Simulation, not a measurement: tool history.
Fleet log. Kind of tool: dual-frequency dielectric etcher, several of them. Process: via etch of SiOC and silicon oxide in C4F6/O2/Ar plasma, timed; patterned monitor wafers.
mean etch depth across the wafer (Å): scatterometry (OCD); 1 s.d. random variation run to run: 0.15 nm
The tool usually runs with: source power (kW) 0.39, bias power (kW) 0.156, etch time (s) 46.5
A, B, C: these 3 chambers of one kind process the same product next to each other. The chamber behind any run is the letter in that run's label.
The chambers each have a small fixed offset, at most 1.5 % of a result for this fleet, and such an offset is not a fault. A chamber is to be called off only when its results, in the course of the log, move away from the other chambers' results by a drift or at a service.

run	day	source power (kW)	bias power (kW)	etch time (s)	read-back reference wafer on the same gauge, depth_nm	mean etch depth across the wafer (Å)
1B	0.467	0.39	0.156	46.5	51.085	500.43
2A	0.975	0.39	0.156	46.5	51.09	494.8
3C	1.271	0.39	0.156	46.5	51.108	494.87
4C	1.75	0.39	0.156	46.5	51.077	494.08
5B	2.238	0.39	0.156	46.5	51.099	501.98
6A	2.588	0.39	0.156	46.5	51.116	494.74
7B	2.854	0.39	0.156	46.5	51.094	503.22
# day 3.254: chamber A: wet clean of the chamber
8C	3.375	0.39	0.156	46.5	51.105	493.82
9A	3.921	0.39	0.181	46.5	51.091	520.19
10A	4.292	0.39	0.181	46.5	51.125	519.95
11B	4.617	0.39	0.181	46.5	51.085	531.57
12C	5.1	0.39	0.156	46.5	51.093	495.98
13B	5.429	0.3	0.156	46.5	51.085	459.64
14A	5.954	0.3	0.156	46.5	51.09	445.8
15C	6.329	0.3	0.156	46.5	51.169	447.65
16C	6.858	0.39	0.156	46.5	51.085	494.25
17B	7.167	0.39	0.156	46.5	51.142	512.17
18A	7.754	0.39	0.156	46.5	51.103	496.55
19B	8.175	0.39	0.156	46.5	51.082	515.41
# day 8.188: chamber A: source power generator calibrated
20A	8.529	0.39	0.156	46.5	51.129	493.95
21C	9.058	0.47	0.175	46.5	51.137	548.85
22B	9.35	0.47	0.175	46.5	51.107	583.89
23C	9.725	0.47	0.175	46.5	51.116	550.92
24A	10.029	0.39	0.156	46.5	51.131	493.99
25A	10.367	0.39	0.156	46.5	51.066	493.35

One chamber off, gauge drift, or nothing amiss beyond the chambers' own small offsets? If it is a chamber, which one, and what is the likeliest cause?

Little by little, chamber B moves away from the other chambers.
What lies behind it: etch rate over this chamber's usual, % = 4.43.

Below are 4 candidate recipes for chamber B's next run, each the usual settings with a change, their results shown as question marks. Which of them brings B's results back in line with what the other chambers give on the usual settings?
Maximum distance from the other chambers' mean on the usual settings for a result to count as in line: mean etch depth across the wafer (Å) 5.3
26B-1	10.788	0.45	0.156	46.5		?
26B-2	10.788	0.39	0.154	44		?
26B-3	10.788	0.39	0.157	47.5		?
26B-4	10.788	0.39	0.155	45.5		?

Usual-settings mean across the other chambers: mean etch depth across the wafer (Å) 494.36
run	mean etch depth across the wafer (Å)
26B-1	554.89
26B-2	494.1
26B-3	536.61
26B-4	511.97
The right change is 26B-2: it brings the chamber back within the allowed miss of the others.

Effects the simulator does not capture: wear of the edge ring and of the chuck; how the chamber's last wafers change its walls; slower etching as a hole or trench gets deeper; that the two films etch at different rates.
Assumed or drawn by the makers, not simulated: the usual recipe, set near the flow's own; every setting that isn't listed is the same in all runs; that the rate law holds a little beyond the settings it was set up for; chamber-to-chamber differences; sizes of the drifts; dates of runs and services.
